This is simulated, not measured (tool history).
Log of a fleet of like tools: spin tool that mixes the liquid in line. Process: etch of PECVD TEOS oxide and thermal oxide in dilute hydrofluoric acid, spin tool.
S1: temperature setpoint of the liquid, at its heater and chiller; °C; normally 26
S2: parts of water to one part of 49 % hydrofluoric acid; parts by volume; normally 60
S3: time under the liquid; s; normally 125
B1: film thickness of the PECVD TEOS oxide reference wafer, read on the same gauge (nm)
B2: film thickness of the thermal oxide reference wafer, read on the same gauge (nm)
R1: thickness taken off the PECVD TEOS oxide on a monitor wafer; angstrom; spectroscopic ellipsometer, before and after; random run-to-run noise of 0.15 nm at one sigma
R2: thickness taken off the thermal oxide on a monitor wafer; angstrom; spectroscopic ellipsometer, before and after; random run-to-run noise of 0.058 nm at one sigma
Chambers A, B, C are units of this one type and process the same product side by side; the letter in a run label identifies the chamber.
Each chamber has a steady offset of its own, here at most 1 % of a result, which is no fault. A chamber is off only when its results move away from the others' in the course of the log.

run	hour	S1	S2	S3	B1	B2	R1	R2
1A	9.2	26	60	125	120.01	40.034	200.42	112.16
2B	19	26	60	125	119.98	40.012	199.42	113.84
3C	27.4	26	60	125	120	39.985	205.68	112.63
4B	37.3	26	60	125	120.01	40.003	202.44	113.79
5A	42.1	26	60	125	120	39.991	205.06	112.23
6C	50.4	26	60	125	120.01	39.986	206.1	111.93
7B	55.3	26	60	125	120.02	40.002	201.38	112.46
8C	62.5	26	60	125	119.97	39.989	203.54	112.64
9A	67.5	26	60	125	120.02	39.998	205.37	111.83
10A	76.4	26	60	125	120	39.989	203.91	113.25
11B	86.2	26	60	125	119.97	39.995	201.48	113.84
12C	95.3	26	60	125	119.96	40.012	205.23	113.1
13C	103.6	26	60	125	120	39.975	202.09	112.53
14A	112.3	26	60	125	120.01	40.002	204	111.87
15B	117.8	26	60	125	119.95	40.008	199.97	113.82
16C	126.9	26	60	125	119.98	39.996	204.17	112.4
17A	132.9	26	60	125	120.01	40.006	205.81	111.67
18B	138.6	26	60	125	119.99	39.99	204.1	113.76
19B	147.8	26	60	125	119.98	40.013	203.27	113.75
20C	157.1	26	60	125	119.96	40.006	202.36	111.91
21A	165.6	26	60	125	120	40.012	205.03	113.35
22B	172.3	26	60	125	119.97	40.017	203.64	113.76
23C	181.1	26	60	125	120	40.005	204.59	111.8
24A	188	26	60	125	119.98	40	207.28	112.79
25C	195.7	26	60	125	120	40.002	205.09	112.34
26A	204.6	26	60	125	120	40	202.93	112.3
27B	209.3	26	60	125	120.03	40.012	200.77	114.57
28A	214.7	26	60	125	119.99	40.001	203.08	112.47
29C	220.6	26	60	125	120.01	40.007	204.2	111.66
# hour 227.1: chamber B: hydrofluoric acid flow meter replaced
30B	228.9	24	70	125	119.99	40.002	158.66	88.016
31B	235.2	24	70	125	120	39.995	157.33	87.812
32C	243.4	24	70	125	120.02	39.992	159.41	88.711
33A	251.4	26	35	125	120.01	40.024	366.72	201.62
34B	256.4	26	35	125	120.02	40.015	359.73	202.46
35A	266.2	26	35	125	119.99	40.01	364.45	199.4
36C	270.9	26	75	125	119.99	39.967	159.49	88.309
37C	280.1	26	75	125	119.96	40.037	160.46	87.642
38B	286.1	26	75	125	120	39.995	159.7	88.926
39A	291.2	30.5	60	125	120	40.001	241.56	134.04

Is one chamber out of step, is the gauge drifting, or do the chambers differ by no more than their own small offsets? For an off chamber, give its letter and the likeliest cause.

No chamber stands off beyond its own small offset, and the gauge holds steady.
